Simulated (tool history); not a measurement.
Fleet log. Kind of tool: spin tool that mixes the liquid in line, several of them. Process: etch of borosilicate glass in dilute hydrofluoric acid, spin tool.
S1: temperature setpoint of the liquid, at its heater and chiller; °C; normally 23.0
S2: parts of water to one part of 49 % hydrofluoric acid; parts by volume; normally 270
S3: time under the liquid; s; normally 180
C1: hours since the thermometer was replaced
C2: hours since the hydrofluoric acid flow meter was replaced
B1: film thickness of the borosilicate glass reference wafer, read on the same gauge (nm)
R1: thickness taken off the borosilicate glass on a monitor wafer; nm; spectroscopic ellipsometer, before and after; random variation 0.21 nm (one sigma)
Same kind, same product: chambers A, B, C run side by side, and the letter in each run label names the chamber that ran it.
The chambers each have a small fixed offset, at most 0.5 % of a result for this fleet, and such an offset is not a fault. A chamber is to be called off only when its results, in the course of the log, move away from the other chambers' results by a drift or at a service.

{"run": "1A", "day": 0.583, "S1": 23.0, "S2": 270, "S3": 180, "C1": 1553.1, "C2": 675.3, "B1": 110.02, "R1": 22.321}
{"run": "2B", "day": 1.004, "S1": 23.0, "S2": 270, "S3": 180, "C1": 1380.3, "C2": 457.8, "B1": 110.02, "R1": 22.088}
{"run": "3C", "day": 1.271, "S1": 23.0, "S2": 270, "S3": 180, "C1": 685.0, "C2": 2172.2, "B1": 110.0, "R1": 22.551}
{"run": "4B", "day": 1.579, "S1": 23.0, "S2": 270, "S3": 180, "C1": 1394.1, "C2": 471.6, "B1": 110.0, "R1": 22.661}
{"run": "5A", "day": 2.079, "S1": 23.0, "S2": 270, "S3": 180, "C1": 1589.0, "C2": 711.2, "B1": 110.02, "R1": 21.953}
{"run": "6C", "day": 2.638, "S1": 23.0, "S2": 270, "S3": 180, "C1": 717.8, "C2": 2205.0, "B1": 110.0, "R1": 22.194}
{"run": "7B", "day": 3.146, "S1": 23.0, "S2": 270, "S3": 180, "C1": 1431.7, "C2": 509.2, "B1": 110.02, "R1": 22.415}
{"run": "8C", "day": 3.567, "S1": 23.0, "S2": 270, "S3": 180, "C1": 740.1, "C2": 2227.3, "B1": 110.01, "R1": 22.654}
{"run": "9A", "day": 3.842, "S1": 23.0, "S2": 270, "S3": 180, "C1": 1631.3, "C2": 753.5, "B1": 110.01, "R1": 22.143}
{"run": "10C", "day": 4.446, "S1": 23.0, "S2": 270, "S3": 180, "C1": 761.2, "C2": 2248.4, "B1": 109.99, "R1": 22.42}
{"run": "11A", "day": 5.017, "S1": 23.0, "S2": 140, "S3": 135, "C1": 1659.5, "C2": 781.7, "B1": 110.01, "R1": 36.695}
{"day": 5.475, "done": "chamber C: hydrofluoric acid flow meter replaced"}
{"run": "12B", "day": 5.571, "S1": 23.0, "S2": 140, "S3": 135, "C1": 1489.9, "C2": 567.4, "B1": 109.98, "R1": 36.671}
{"run": "13C", "day": 6.129, "S1": 23.0, "S2": 140, "S3": 135, "C1": 801.6, "C2": 15.8, "B1": 109.97, "R1": 37.709}
{"run": "14B", "day": 6.608, "S1": 23.0, "S2": 335, "S3": 85, "C1": 1514.8, "C2": 592.3, "B1": 109.99, "R1": 7.9807}
{"run": "15A", "day": 7.196, "S1": 23.0, "S2": 335, "S3": 85, "C1": 1711.8, "C2": 834.0, "B1": 109.96, "R1": 7.995}
{"day": 7.304, "done": "chamber A: thermometer replaced"}
{"run": "16A", "day": 7.596, "S1": 23.0, "S2": 335, "S3": 85, "C1": 7.0, "C2": 843.6, "B1": 110.02, "R1": 7.8348}
{"run": "17B", "day": 7.875, "S1": 23.0, "S2": 270, "S3": 180, "C1": 1545.2, "C2": 622.7, "B1": 109.99, "R1": 22.121}
{"run": "18C", "day": 8.2, "S1": 23.0, "S2": 270, "S3": 180, "C1": 851.3, "C2": 65.5, "B1": 109.99, "R1": 22.387}
{"run": "19B", "day": 8.504, "S1": 23.0, "S2": 270, "S3": 180, "C1": 1560.3, "C2": 637.8, "B1": 110.01, "R1": 22.546}
{"run": "20A", "day": 8.858, "S1": 23.0, "S2": 270, "S3": 180, "C1": 37.3, "C2": 873.9, "B1": 109.99, "R1": 22.494}
{"run": "21C", "day": 9.404, "S1": 23.0, "S2": 270, "S3": 180, "C1": 880.2, "C2": 94.4, "B1": 110.01, "R1": 22.191}
{"run": "22A", "day": 9.758, "S1": 23.0, "S2": 270, "S3": 180, "C1": 58.9, "C2": 895.5, "B1": 109.99, "R1": 22.752}
{"run": "23B", "day": 10.167, "S1": 23.0, "S2": 270, "S3": 180, "C1": 1600.2, "C2": 677.7, "B1": 110.0, "R1": 22.157}
{"run": "24C", "day": 10.646, "S1": 23.0, "S2": 270, "S3": 180, "C1": 910.0, "C2": 124.2, "B1": 109.99, "R1": 22.521}
{"run": "25B", "day": 11.133, "S1": 23.0, "S2": 270, "S3": 180, "C1": 1623.4, "C2": 700.9, "B1": 110.0, "R1": 22.219}
{"run": "26A", "day": 11.467, "S1": 23.0, "S2": 270, "S3": 180, "C1": 99.9, "C2": 936.5, "B1": 110.0, "R1": 23.104}
{"run": "27C", "day": 11.95, "S1": 23.0, "S2": 270, "S3": 180, "C1": 941.3, "C2": 155.5, "B1": 110.0, "R1": 22.328}
{"run": "28C", "day": 12.342, "S1": 23.0, "S2": 270, "S3": 180, "C1": 950.7, "C2": 164.9, "B1": 110.0, "R1": 21.829}
{"run": "29B", "day": 12.938, "S1": 23.0, "S2": 270, "S3": 180, "C1": 1666.7, "C2": 744.2, "B1": 110.0, "R1": 22.235}
{"run": "30A", "day": 13.512, "S1": 23.0, "S2": 270, "S3": 180, "C1": 149.0, "C2": 985.6, "B1": 110.0, "R1": 24.325}
{"run": "31A", "day": 14.033, "S1": 23.0, "S2": 270, "S3": 180, "C1": 161.5, "C2": 998.1, "B1": 110.0, "R1": 23.993}
{"run": "32C", "day": 14.462, "S1": 23.0, "S2": 270, "S3": 180, "C1": 1001.6, "C2": 215.8, "B1": 109.99, "R1": 22.872}
{"run": "33B", "day": 14.725, "S1": 23.0, "S2": 270, "S3": 180, "C1": 1709.6, "C2": 787.1, "B1": 110.0, "R1": 22.046}
{"day": 14.942, "done": "chamber B: thermometer replaced"}
{"run": "34B", "day": 15.304, "S1": 26.5, "S2": 270, "S3": 80, "C1": 8.7, "C2": 801.0, "B1": 110.01, "R1": 11.407}
{"run": "35A", "day": 15.871, "S1": 26.5, "S2": 270, "S3": 80, "C1": 205.6, "C2": 1042.2, "B1": 110.0, "R1": 12.53}
{"run": "36C", "day": 16.238, "S1": 26.5, "S2": 270, "S3": 80, "C1": 1044.2, "C2": 258.4, "B1": 109.99, "R1": 11.259}
{"run": "37B", "day": 16.558, "S1": 23.0, "S2": 270, "S3": 180, "C1": 38.8, "C2": 831.1, "B1": 109.99, "R1": 22.558}
{"run": "38A", "day": 16.862, "S1": 23.0, "S2": 270, "S3": 180, "C1": 229.4, "C2": 1066.0, "B1": 110.0, "R1": 25.304}
{"run": "39C", "day": 17.275, "S1": 23.0, "S2": 270, "S3": 180, "C1": 1069.1, "C2": 283.3, "B1": 110.0, "R1": 22.474}

The same settings go to every chamber for the next run, one line per chamber below. Forecast the results for each:
{"run": "40A", "day": 17.708, "S1": 23.0, "S2": 350, "S3": 180, "R1": "?"}
{"run": "40B", "day": 17.708, "S1": 23.0, "S2": 350, "S3": 180, "R1": "?"}
{"run": "40C", "day": 17.708, "S1": 23.0, "S2": 350, "S3": 180, "R1": "?"}

run=40A R1=18.3900
run=40B R1=15.8040
run=40C R1=15.8680
